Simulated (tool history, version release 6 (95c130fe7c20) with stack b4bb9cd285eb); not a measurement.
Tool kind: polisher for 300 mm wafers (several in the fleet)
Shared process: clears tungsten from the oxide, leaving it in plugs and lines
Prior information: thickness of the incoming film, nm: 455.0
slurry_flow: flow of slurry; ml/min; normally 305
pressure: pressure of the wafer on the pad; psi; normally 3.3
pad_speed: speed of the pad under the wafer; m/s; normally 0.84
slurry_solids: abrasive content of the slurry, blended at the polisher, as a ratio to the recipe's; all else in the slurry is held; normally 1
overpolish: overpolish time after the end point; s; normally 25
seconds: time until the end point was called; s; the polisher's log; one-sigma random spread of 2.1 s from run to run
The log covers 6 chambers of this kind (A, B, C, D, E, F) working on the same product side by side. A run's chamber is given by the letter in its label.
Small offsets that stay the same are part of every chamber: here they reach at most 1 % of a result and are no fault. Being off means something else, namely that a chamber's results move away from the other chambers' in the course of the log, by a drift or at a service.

run	hour	slurry_flow	pressure	pad_speed	slurry_solids	overpolish	wafers polished on this pad	hours since the slurry nozzle was cleaned	hours since the head pressure was calibrated	hours since the slurry blender was calibrated	hours since the slurry got fresh peroxide	seconds
# hour 9.0: chamber B: worn pad replaced by a new one
1A	9.8	305	3.3	0.84	1	25	422	305.7	173.9	70.6	86.7	114.820
# hour 11.9: chamber C: worn pad replaced by a new one
# hour 13.6: chamber B: slurry nozzle cleaned
2E	19.5	305	3.3	0.84	1	25	563	381.4	346.9	78.2	31.8	119.750
# hour 23.6: chamber B: slurry tank refilled with fresh slurry and peroxide
# hour 26.0: chamber C: slurry blender recalibrated
3C	30.5	305	3.3	0.84	1	25	142	346.7	1296.9	4.5	34.4	114.830
# hour 36.4: chamber F: slurry blender recalibrated
# hour 36.7: chamber A: worn pad replaced by a new one
4B	41.0	305	3.3	0.84	1	25	245	27.4	122.0	303.4	17.5	120.130
5F	51.5	305	3.3	0.84	1	25	913	248.3	153.6	15.1	163.0	118.120
# hour 57.2: chamber D: slurry tank refilled with fresh slurry and peroxide
6D	58.9	305	3.3	0.84	1	25	939	445.6	743.0	112.9	1.7	113.800
7A	64.7	305	3.3	0.84	1	25	214	360.6	228.8	125.5	141.6	115.540
8E	71.5	305	3.3	0.84	1	25	960	433.4	398.9	130.2	83.8	118.290
# hour 74.3: chamber E: slurry tank refilled with fresh slurry and peroxide
# hour 75.0: chamber C: worn pad replaced by a new one
9F	80.2	305	3.3	0.84	1	25	1132	277.0	182.3	43.8	191.7	116.650
# hour 81.5: chamber E: slurry nozzle cleaned
# hour 84.7: chamber C: slurry nozzle cleaned
10D	87.3	305	3.3	0.84	1	25	1156	474.0	771.4	141.3	30.1	112.850
# hour 89.2: chamber E: worn pad replaced by a new one
# hour 91.8: chamber C: head pressure recalibrated
# hour 95.4: chamber F: slurry tank refilled with fresh slurry and peroxide
11C	96.5	305	3.3	0.84	1	25	164	11.8	4.7	70.5	100.4	113.950
12B	105.4	305	3.3	0.84	1	25	737	91.8	186.4	367.8	81.9	116.140
# hour 106.6: chamber F: worn pad replaced by a new one
# hour 109.8: chamber B: slurry tank refilled with fresh slurry and peroxide
13C	111.5	305	3.3	0.84	1	25	279	26.8	19.7	85.5	115.4	116.090
# hour 116.5: chamber B: slurry blender recalibrated
# hour 119.5: chamber A: worn pad replaced by a new one
# hour 120.0: chamber D: slurry nozzle cleaned
14F	122.5	305	3.3	0.84	1	25	121	319.3	224.6	86.1	27.2	111.890
# hour 132.1: chamber D: slurry tank refilled with fresh slurry and peroxide
15B	132.7	305	3.3	0.84	1	25	945	119.1	213.7	16.2	23.0	120.730
# hour 140.4: chamber D: worn pad replaced by a new one
16E	143.1	305	3.3	0.84	1	25	411	61.6	470.5	201.8	68.8	119.300
# hour 144.5: chamber C: worn pad replaced by a new one
17D	148.9	305	3.3	0.84	1	25	64	28.9	833.0	202.9	16.8	114.710
18A	160.9	305	3.3	0.84	1	25	316	456.8	325.0	221.7	237.8	120.230
19E	166.5	305	3.9	1.10	1	25	590	85.0	493.9	225.2	92.2	75.748
# hour 175.7: chamber C: slurry blender recalibrated
20F	177.0	305	3.9	1.10	1	25	538	373.8	279.1	140.6	81.7	76.201
# hour 177.1: chamber C: slurry tank refilled with fresh slurry and peroxide
# hour 183.7: chamber E: slurry tank refilled with fresh slurry and peroxide
21D	183.7	305	3.9	1.10	1	25	330	63.7	867.8	237.7	51.6	73.668
# hour 186.6: chamber A: slurry blender recalibrated
# hour 192.9: chamber B: slurry tank refilled with fresh slurry and peroxide
# hour 194.4: chamber A: worn pad replaced by a new one
# hour 195.7: chamber D: slurry tank refilled with fresh slurry and peroxide
22A	195.9	305	3.9	1.10	1	25	11	491.8	360.0	9.3	272.8	76.878
# hour 199.8: chamber B: worn pad replaced by a new one
23C	204.5	305	3.9	1.10	1	25	458	119.8	112.7	28.9	27.5	74.773
# hour 211.9: chamber C: worn pad replaced by a new one
# hour 215.5: chamber D: slurry blender recalibrated
24B	216.3	305	3.9	1.10	1	25	126	202.7	297.3	99.8	23.5	77.668
# hour 219.8: chamber E: worn pad replaced by a new one
25B	227.5	305	3.3	0.84	1	25	211	213.9	308.5	111.0	34.7	113.930
26F	238.0	305	3.3	0.84	1	25	1004	434.8	340.1	201.6	142.7	116.300
27A	249.9	305	3.3	0.84	1	25	424	545.8	414.0	63.3	326.8	125.440
# hour 255.7: chamber F: worn pad replaced by a new one
28C	259.4	305	3.3	0.84	1	25	363	174.7	167.6	83.8	82.4	116.670
# hour 260.4: chamber A: worn pad replaced by a new one
# hour 264.2: chamber D: slurry tank refilled with fresh slurry and peroxide
29E	271.7	305	3.3	0.84	1	25	396	190.2	599.1	330.4	88.1	117.840
# hour 277.6: chamber D: head pressure recalibrated
# hour 279.0: chamber C: worn pad replaced by a new one
# hour 279.3: chamber B: slurry nozzle cleaned
30D	282.5	305	3.3	0.84	1	25	1085	162.5	4.9	67.0	18.4	117.260
# hour 284.6: chamber E: slurry tank refilled with fresh slurry and peroxide
31B	292.2	305	3.3	0.84	1	25	706	13.0	373.2	175.7	99.4	117.050
# hour 295.8: chamber F: slurry tank refilled with fresh slurry and peroxide
# hour 299.4: chamber B: slurry tank refilled with fresh slurry and peroxide
32E	301.1	305	3.3	0.84	1	25	621	219.6	628.5	359.8	16.6	119.300
33F	307.5	305	3.3	0.84	1	25	396	504.3	409.6	271.1	11.8	117.890
34D	314.3	305	3.3	0.84	1	25	1328	194.3	36.7	98.8	50.2	116.040
35A	320.2	305	3.3	0.84	1	25	457	616.1	484.3	133.6	397.1	130.320
36C	326.0	305	3.3	0.84	1	25	359	241.3	234.2	150.4	149.0	111.820
# hour 327.5: chamber D: slurry tank refilled with fresh slurry and peroxide
# hour 328.4: chamber A: worn pad replaced by a new one
37D	337.2	250	3.3	0.68	1	25	1503	217.2	59.6	121.7	9.7	142.880
38F	343.9	250	3.3	0.68	1	25	674	540.7	446.0	307.5	48.2	146.720
# hour 346.0: chamber C: slurry tank refilled with fresh slurry and peroxide
39A	350.5	250	3.3	0.68	1	25	169	646.4	514.6	163.9	427.4	171.110
# hour 353.0: chamber C: worn pad replaced by a new one
# hour 356.2: chamber C: slurry blender recalibrated
40C	359.7	250	3.3	0.68	1	25	51	275.0	267.9	3.5	13.8	145.210
41B	369.7	250	3.3	0.68	1	25	1298	90.5	450.7	253.2	70.4	145.810

Which is it: a chamber that has drifted or been left off by a service, a gauge drift common to all chambers, or only each chamber's usual small offset? If a chamber is off, name it and its likeliest cause.

It is chamber A that slowly wanders off from its peers.
What lies behind it: peroxide lost from the slurry, % = 34.5.

Here are 4 candidates for chamber A's next run, each the usual settings with a change, their results left as question marks. Which one brings its results back in line with what the others give on the usual settings?
In-line tolerance around the mean of the other chambers on the usual settings: seconds 7.500 s
42A-1	378.7	305	3.4	0.86	1	25						?
42A-2	378.7	305	3.6	0.90	1	25						?
42A-3	378.7	305	3.0	0.78	1	25						?
42A-4	378.7	305	3.3	0.80	1	25						?

Other chambers, usual settings, mean: seconds 116.790 s
run	seconds
42A-1	129.970
42A-2	117.220
42A-3	162.650
42A-4	143.970
42A-2 is the one that brings the chamber's results back in line with the other chambers.
